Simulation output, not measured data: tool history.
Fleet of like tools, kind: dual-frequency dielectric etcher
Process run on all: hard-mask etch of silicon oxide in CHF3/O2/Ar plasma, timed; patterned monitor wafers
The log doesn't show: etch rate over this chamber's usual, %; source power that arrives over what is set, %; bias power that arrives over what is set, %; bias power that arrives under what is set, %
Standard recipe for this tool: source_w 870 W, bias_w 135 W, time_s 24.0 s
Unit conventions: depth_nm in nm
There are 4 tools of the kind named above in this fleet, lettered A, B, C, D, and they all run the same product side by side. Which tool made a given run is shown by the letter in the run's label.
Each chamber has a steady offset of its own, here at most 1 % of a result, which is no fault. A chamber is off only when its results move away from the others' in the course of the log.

run    day  source_w  bias_w  time_s  hours since the last wet clean  hours since the last source power generator calibration  hours since the last bias power generator calibration  read-back reference wafer on the same gauge, depth_nm  depth_nm
     0.096  -- chamber D: wet clean of the chamber
 1A  0.204       870     135    24.0                           350.0                                                    592.2                                                 2077.0                                                 53.094    49.991
 2D  0.425       870     135    24.0                             7.9                                                    387.3                                                  921.7                                                 53.079    49.798
 3B  0.550       870     135    24.0                            65.1                                                     55.6                                                 1141.4                                                 53.050    49.481
 4C  0.662       870     135    24.0                           454.8                                                    967.4                                                 1674.8                                                 53.032    49.983
 5D  0.808       870     135    24.0                            17.1                                                    396.5                                                  930.9                                                 53.050    49.774
 6B  1.033       870     135    24.0                            76.7                                                     67.2                                                 1153.0                                                 53.049    49.411
 7C  1.146       720     135    24.0                           466.4                                                    979.0                                                 1686.4                                                 53.043    46.360
 8A  1.304       720     135    24.0                           376.4                                                    618.6                                                 2103.4                                                 53.016    46.242
 9D  1.512       720     135    24.0                            34.0                                                    413.4                                                  947.8                                                 53.013    46.086
10A  1.629       720     135    24.0                           384.2                                                    626.4                                                 2111.2                                                 53.014    46.150
11C  1.854       870     135    24.0                           483.4                                                    996.0                                                 1703.4                                                 52.982    49.956
     1.888  -- chamber C: wet clean of the chamber
12B  2.008       870     135    24.0                           100.1                                                     90.6                                                 1176.4                                                 52.984    49.580
13C  2.233       870     135    24.0                             8.4                                                   1005.1                                                 1712.5                                                 52.966    49.832
14D  2.433       870     135    24.0                            56.1                                                    435.5                                                  969.9                                                 52.968    49.674
15A  2.583       870     135    24.0                           407.1                                                    649.3                                                 2134.1                                                 52.946    49.767
16B  2.708       870     135    24.0                           116.9                                                    107.4                                                 1193.2                                                 52.940    49.390
     2.804  -- chamber A: wet clean of the chamber
17C  2.904       870     135    24.0                            24.5                                                   1021.2                                                 1728.6                                                 52.918    49.693
18D  3.092       870     135    24.0                            71.9                                                    451.3                                                  985.7                                                 52.898    49.742
19B  3.192       870     135    24.0                           128.5                                                    119.0                                                 1204.8                                                 52.917    49.390
20A  3.358       870     160    26.5                            13.4                                                    667.9                                                 2152.7                                                 52.891    58.025
21A  3.462       870     160    26.5                            15.9                                                    670.4                                                 2155.2                                                 52.897    57.872
22B  3.588       870     160    26.5                           138.0                                                    128.5                                                 1214.3                                                 52.887    57.494
23D  3.804       870     160    26.5                            89.0                                                    468.4                                                 1002.8                                                 52.880    57.741
24C  3.979       870     135    24.0                            50.3                                                   1047.0                                                 1754.4                                                 52.858    49.793
25C  4.171       870     135    24.0                            54.9                                                   1051.6                                                 1759.0                                                 52.831    49.824
26D  4.292       870     135    24.0                           100.7                                                    480.1                                                 1014.5                                                 52.830    49.670
27A  4.400       870     135    24.0                            38.4                                                    692.9                                                 2177.7                                                 52.839    49.744

Is one chamber out of step, is the gauge drifting, or do the chambers differ by no more than their own small offsets? For an off chamber, give its letter and the likeliest cause.

It is the gauge, not a chamber: its drift shows up in every chamber's results at once, and no chamber is off.
Most likely cause: gauge reads low (%) = 0.519.
